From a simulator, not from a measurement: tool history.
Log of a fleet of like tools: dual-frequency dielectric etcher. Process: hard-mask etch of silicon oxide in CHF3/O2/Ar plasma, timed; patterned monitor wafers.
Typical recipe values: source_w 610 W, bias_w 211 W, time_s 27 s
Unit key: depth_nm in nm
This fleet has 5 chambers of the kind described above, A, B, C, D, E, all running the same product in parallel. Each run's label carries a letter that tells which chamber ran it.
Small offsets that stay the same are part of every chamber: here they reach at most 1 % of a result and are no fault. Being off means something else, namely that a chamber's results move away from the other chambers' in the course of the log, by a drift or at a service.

run	hour	source_w	bias_w	time_s	hours since the last wet clean	hours since the last source power generator calibration	hours since the last bias power generator calibration	read-back reference wafer on the same gauge, depth_nm	depth_nm
1E	4.7	610	211	27	253.6	236	269.7	47.296	56.275
2B	8.4	610	211	27	110.5	2454.2	683	47.324	57.223
3D	14.2	610	211	27	317.7	1283.2	1400.4	47.233	56.774
4A	20.7	610	211	27	185.9	1557.2	2032.4	47.307	56.668
5C	25.7	610	211	27	140.1	585	517.4	47.3	56.272
6D	29.6	610	211	27	333.1	1298.6	1415.8	47.266	56.234
7C	36.4	610	251	32.5	150.8	595.7	528.1	47.353	72.423
8A	40.8	610	251	32.5	206	1577.3	2052.5	47.336	72.622
9E	49	610	251	32.5	297.9	280.3	314	47.288	72.234
10B	56.5	610	251	32.5	158.6	2502.3	731.1	47.258	72.809
11C	63	610	251	32.5	177.4	622.3	554.7	47.291	73.16
# hour 64: chamber D: wet clean of the chamber
# hour 67.6: chamber E: wet clean of the chamber
12D	71.2	470	211	24.5	7.2	1340.2	1457.4	47.287	48.446
13B	76.7	470	211	24.5	178.8	2522.5	751.3	47.351	46.788
14A	82.9	470	211	24.5	248.1	1619.4	2094.6	47.356	46.653
15E	89.2	470	211	24.5	21.6	320.5	354.2	47.296	46.542
16D	93.7	470	211	24.5	29.7	1362.7	1479.9	47.309	48.354
17A	97.5	610	211	27	262.7	1634	2109.2	47.322	56.781
18C	105.2	610	211	27	219.6	664.5	596.9	47.287	56.745
19E	109.4	610	211	27	41.8	340.7	374.4	47.319	56.479
20B	117.6	610	211	27	219.7	2563.4	792.2	47.277	56.585
21C	122.2	610	211	27	236.6	681.5	613.9	47.289	56.366
22A	126.2	610	211	27	291.4	1662.7	2137.9	47.26	56.404
23B	129.9	610	211	27	232	2575.7	804.5	47.287	56.653
24D	138.1	610	211	27	74.1	1407.1	1524.3	47.314	59.084
25E	145.2	730	211	27	77.6	376.5	410.2	47.33	60.313
26A	153	730	211	27	318.2	1689.5	2164.7	47.329	60.83
27C	160.9	730	211	27	275.3	720.2	652.6	47.267	60.752
28B	167.4	730	211	27	269.5	2613.2	842	47.341	61.137
29D	173.6	730	211	27	109.6	1442.6	1559.8	47.282	63.464
30E	178	610	211	27	110.4	409.3	443	47.231	56.797
31C	184.8	490	211	23	299.2	744.1	676.5	47.311	44.439
32D	189.2	490	211	23	125.2	1458.2	1575.4	47.346	46.453
33E	197.2	490	211	23	129.6	428.5	462.2	47.331	44.137

All 5 chambers run these settings next. Forecast each chamber's results:
34A	203.3	610	211	27					?
34B	203.3	610	211	27					?
34C	203.3	610	211	27					?
34D	203.3	610	211	27					?
34E	203.3	610	211	27					?

run	depth_nm
34A	56.289
34B	56.459
34C	56.044
34D	58.756
34E	56.602
